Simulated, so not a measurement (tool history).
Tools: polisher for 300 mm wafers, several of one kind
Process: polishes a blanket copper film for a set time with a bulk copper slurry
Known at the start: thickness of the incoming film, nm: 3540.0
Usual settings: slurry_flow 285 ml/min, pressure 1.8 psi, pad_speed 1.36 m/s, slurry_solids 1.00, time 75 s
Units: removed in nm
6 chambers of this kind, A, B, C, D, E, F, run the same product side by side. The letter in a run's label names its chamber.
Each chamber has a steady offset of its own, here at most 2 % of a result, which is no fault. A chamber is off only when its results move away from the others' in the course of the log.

run   hour  slurry_flow  pressure  pad_speed  slurry_solids  time  wafers polished on this pad  hours since the slurry nozzle was cleaned  hours since the head pressure was calibrated  hours since the slurry blender was calibrated  removed
       3.3  -- chamber F: worn pad replaced by a new one
 1D    5.7          285       1.8       1.36           1.00    75                          341                                      241.9                                         109.4                                          167.7   672.91
       9.5  -- chamber C: worn pad replaced by a new one
      11.0  -- chamber F: slurry nozzle cleaned
 2C   17.2          285       1.8       1.36           1.00    75                           61                                      350.5                                         979.0                                           96.1   665.11
 3F   25.7          285       1.8       1.36           1.00    75                          179                                       14.7                                          46.8                                          110.9   670.33
      28.2  -- chamber A: worn pad replaced by a new one
      34.2  -- chamber C: slurry blender recalibrated
 4E   35.8          285       1.8       1.36           1.00    75                          328                                      119.1                                         824.1                                          147.8   667.94
 5B   46.1          285       1.8       1.36           1.00    75                          762                                      571.4                                         634.5                                          243.1   691.91
 6A   56.6          285       1.8       1.36           1.00    75                          226                                      511.6                                         565.7                                          303.2   687.08
 7F   63.0          285       1.8       1.36           1.00    75                          476                                       52.0                                          84.1                                          148.2   682.95
      71.7  -- chamber A: slurry nozzle cleaned
 8B   72.6          285       1.8       1.36           1.00    75                          973                                      597.9                                         661.0                                          269.6   684.41
      79.4  -- chamber A: slurry blender recalibrated
 9C   83.8          285       1.8       1.36           0.85    75                          592                                      417.1                                        1045.6                                           49.6   649.61
      92.9  -- chamber E: slurry blender recalibrated
10E   94.7          285       1.8       1.36           0.85    75                          798                                      178.0                                         883.0                                            1.9   655.97
      97.9  -- chamber A: worn pad replaced by a new one
11A  102.8          285       1.8       1.36           0.85    75                           39                                       31.1                                         611.9                                           23.5   652.31
     105.5  -- chamber C: worn pad replaced by a new one
12D  111.7          285       1.8       1.36           0.85    75                         1187                                      347.9                                         215.4                                          273.7   644.40
13A  118.4          285       1.8       1.36           0.85    75                          164                                       46.7                                         627.5                                           39.1   660.94
     124.0  -- chamber F: worn pad replaced by a new one
14F  128.6          285       1.8       1.36           0.85    75                           37                                      117.6                                         149.7                                          213.8   655.75
15D  136.2          285       1.8       1.36           1.00    75                         1382                                      372.4                                         239.9                                          298.2   668.22
     137.8  -- chamber D: slurry blender recalibrated
     138.8  -- chamber D: worn pad replaced by a new one
16B  141.9          285       1.8       1.36           1.00    75                         1526                                      667.2                                         730.3                                          338.9   684.10
17C  149.4          285       1.8       1.36           1.00    75                          350                                      482.7                                        1111.2                                          115.2   669.18
     150.2  -- chamber B: slurry nozzle cleaned
     153.5  -- chamber C: slurry blender recalibrated
18E  161.3          360       1.8       1.02           1.00    75                         1329                                      244.6                                         949.6                                           68.5   516.45
     164.5  -- chamber E: worn pad replaced by a new one
     165.2  -- chamber A: worn pad replaced by a new one
19A  173.2          360       1.8       1.02           1.00    75                           64                                      101.5                                         682.3                                           93.9   519.47
20D  183.4          360       1.8       1.02           1.00    75                          355                                      419.6                                         287.1                                           45.7   507.40
21F  195.2          360       1.8       1.02           1.00    75                          568                                      184.2                                         216.3                                          280.4   515.17
22C  205.0          360       1.8       1.02           1.00    75                          794                                      538.3                                        1166.8                                           51.6   512.32
     208.7  -- chamber C: worn pad replaced by a new one
23E  213.1          360       1.8       1.02           1.00    75                          387                                      296.4                                        1001.4                                          120.3   513.39
24B  219.9          285       1.8       1.36           1.00    75                         2148                                       69.8                                         808.3                                          416.9   650.35
25A  228.3          285       1.8       1.36           1.00    75                          503                                      156.6                                         737.4                                          149.0   685.87
     230.5  -- chamber F: slurry blender recalibrated
     236.5  -- chamber F: worn pad replaced by a new one
     237.2  -- chamber A: worn pad replaced by a new one
26E  238.8          285       1.8       1.36           1.00    75                          592                                      322.1                                        1027.1                                          146.0   665.71
27B  247.9          285       1.8       1.36           1.00    75                         2371                                       97.8                                         836.3                                          444.9   647.88
28F  257.3          285       1.8       1.36           1.00    75                          166                                      246.3                                         278.4                                           26.8   681.21
     265.0  -- chamber B: slurry blender recalibrated
29C  268.6          285       1.8       1.36           1.00    75                          478                                      601.9                                        1230.4                                          115.2   671.46
30D  274.5          285       1.8       1.36           1.00    75                         1082                                      510.7                                         378.2                                          136.8   675.12
     276.3  -- chamber E: slurry blender recalibrated
31F  280.1          285       1.8       1.36           1.00    75                          348                                      269.1                                         301.2                                           49.6   671.52
32C  289.2          285       1.8       1.36           1.00    75                          642                                      622.5                                        1251.0                                          135.8   665.00
     293.2  -- chamber C: worn pad replaced by a new one
     296.1  -- chamber C: slurry blender recalibrated
33D  298.7          285       1.8       1.36           1.00    75                         1275                                      534.9                                         402.4                                          161.0   666.91
34A  304.0          285       1.8       1.36           1.00    75                          533                                      232.3                                         813.1                                          224.7   680.58
     306.0  -- chamber D: worn pad replaced by a new one
     309.6  -- chamber C: head pressure recalibrated
35E  311.3          285       2.2       1.18           1.00    75                         1170                                      394.6                                        1099.6                                           35.0   710.90
36B  322.3          285       2.2       1.18           1.00    75                         2965                                      172.2                                         910.7                                           57.4   684.03
37C  328.1          285       2.2       1.18           1.00    75                          278                                      661.4                                          18.6                                           32.1   717.95
38D  337.4          285       2.2       1.18           1.00    75                          250                                      573.6                                         441.1                                          199.7   727.07
39B  347.0          285       2.2       1.18           1.00    75                         3162                                      196.9                                         935.4                                           82.1   659.13

Next, every chamber runs the same settings. What will each give?
40A  355.6          285       1.8       1.36           1.00    75                                                                                                                                                                             ?
40B  355.6          285       1.8       1.36           1.00    75                                                                                                                                                                             ?
40C  355.6          285       1.8       1.36           1.00    75                                                                                                                                                                             ?
40D  355.6          285       1.8       1.36           1.00    75                                                                                                                                                                             ?
40E  355.6          285       1.8       1.36           1.00    75                                                                                                                                                                             ?
40F  355.6          285       1.8       1.36           1.00    75                                                                                                                                                                             ?

run  removed
40A   676.06
40B   619.59
40C   669.28
40D   676.70
40E   678.70
40F   673.76

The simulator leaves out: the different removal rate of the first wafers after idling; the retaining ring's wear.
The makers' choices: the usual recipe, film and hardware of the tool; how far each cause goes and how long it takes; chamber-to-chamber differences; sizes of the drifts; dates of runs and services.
